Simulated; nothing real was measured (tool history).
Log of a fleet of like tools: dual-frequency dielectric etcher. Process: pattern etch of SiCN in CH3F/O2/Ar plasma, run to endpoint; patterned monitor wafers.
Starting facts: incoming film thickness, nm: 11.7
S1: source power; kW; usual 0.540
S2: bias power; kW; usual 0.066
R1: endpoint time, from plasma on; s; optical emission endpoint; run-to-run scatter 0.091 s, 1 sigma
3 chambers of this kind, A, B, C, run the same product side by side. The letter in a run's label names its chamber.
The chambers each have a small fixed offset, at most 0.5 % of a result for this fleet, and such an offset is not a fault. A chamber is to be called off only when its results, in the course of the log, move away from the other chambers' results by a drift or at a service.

Run 1C, hour 4.7: usual settings. Result: R1 28.697 s.
Run 2B, hour 8.4: usual settings. Result: R1 28.841 s.
Run 3A, hour 11.9: usual settings. Result: R1 28.647 s.
Run 4A, hour 15.9: usual settings. Result: R1 28.628 s.
Run 5C, hour 18.8: usual settings but S1 0.590 kW, S2 0.073 kW. Result: R1 26.896 s.
Run 6B, hour 23.3: usual settings but S1 0.590 kW, S2 0.073 kW. Result: R1 26.821 s.
Run 7C, hour 29.0: usual settings but S1 0.590 kW, S2 0.073 kW. Result: R1 26.723 s.
Run 8B, hour 33.4: usual settings. Result: R1 28.619 s.
Run 9A, hour 39.3: usual settings. Result: R1 28.727 s.
Run 10B, hour 42.9: usual settings. Result: R1 28.693 s.
Run 11C, hour 46.0: usual settings. Result: R1 28.741 s.
Run 12A, hour 51.3: usual settings. Result: R1 28.649 s.
Run 13B, hour 54.2: usual settings but S1 0.650 kW. Result: R1 26.838 s.
Run 14A, hour 60.0: usual settings but S1 0.650 kW. Result: R1 26.631 s.
Run 15C, hour 65.8: usual settings but S1 0.650 kW. Result: R1 26.777 s.
Run 16C, hour 72.1: usual settings. Result: R1 28.745 s.
At hour 76.7: chamber A: wet clean of the chamber.
Run 17A, hour 77.0: usual settings. Result: R1 28.225 s.
Run 18B, hour 82.2: usual settings. Result: R1 28.771 s.
Run 19C, hour 87.2: usual settings. Result: R1 28.563 s.
Run 20A, hour 92.8: usual settings. Result: R1 28.011 s.
Run 21B, hour 98.6: usual settings. Result: R1 28.811 s.
Run 22B, hour 103.7: usual settings. Result: R1 28.874 s.
Run 23A, hour 109.0: usual settings. Result: R1 28.226 s.
Run 24C, hour 114.7: usual settings. Result: R1 28.596 s.
Run 25B, hour 118.4: usual settings. Result: R1 28.599 s.
Run 26A, hour 122.7: usual settings. Result: R1 28.090 s.
Run 27C, hour 126.4: usual settings. Result: R1 28.742 s.
Run 28C, hour 131.1: usual settings but S1 0.470 kW, S2 0.073 kW. Result: R1 29.179 s.
Run 29B, hour 135.2: usual settings but S1 0.470 kW, S2 0.073 kW. Result: R1 29.196 s.
Run 30A, hour 138.3: usual settings but S1 0.470 kW, S2 0.073 kW. Result: R1 28.850 s.
Run 31C, hour 141.6: usual settings. Result: R1 28.724 s.
Run 32B, hour 148.0: usual settings. Result: R1 28.808 s.
Run 33A, hour 153.6: usual settings. Result: R1 28.116 s.
Run 34A, hour 156.7: usual settings. Result: R1 28.076 s.

Read the log: is a single chamber off, either drifting away or since a service, is the gauge that measures every chamber drifting, or is nothing wrong beyond small per-chamber offsets? Name any odd chamber and what most likely caused it.

The work done on chamber A during a service left it standing apart from the others.
Most likely cause: etch rate over this chamber's usual, % = 2.03.

Which of the 4 candidates below, each the usual settings with something changed and its results left as question marks, puts chamber A back in line with what the other chambers give on the usual settings?
Counts as in line when no further than this from what the other chambers average on the usual settings: R1 0.320 s
Run 35A-1, hour 161.3: usual settings but S1 0.580 kW, S2 0.069 kW. Result: R1 ?.
Run 35A-2, hour 161.3: usual settings but S1 0.570 kW. Result: R1 ?.
Run 35A-3, hour 161.3: usual settings but S1 0.510 kW. Result: R1 ?.
Run 35A-4, hour 161.3: usual settings but S1 0.480 kW. Result: R1 ?.

Average result of the remaining chambers running the usual settings: R1 28.737 s
  run      R1
35A-1  26.996
35A-2  27.590
35A-3  28.804
35A-4  29.487
With 35A-3, the chamber falls back in line with the rest.

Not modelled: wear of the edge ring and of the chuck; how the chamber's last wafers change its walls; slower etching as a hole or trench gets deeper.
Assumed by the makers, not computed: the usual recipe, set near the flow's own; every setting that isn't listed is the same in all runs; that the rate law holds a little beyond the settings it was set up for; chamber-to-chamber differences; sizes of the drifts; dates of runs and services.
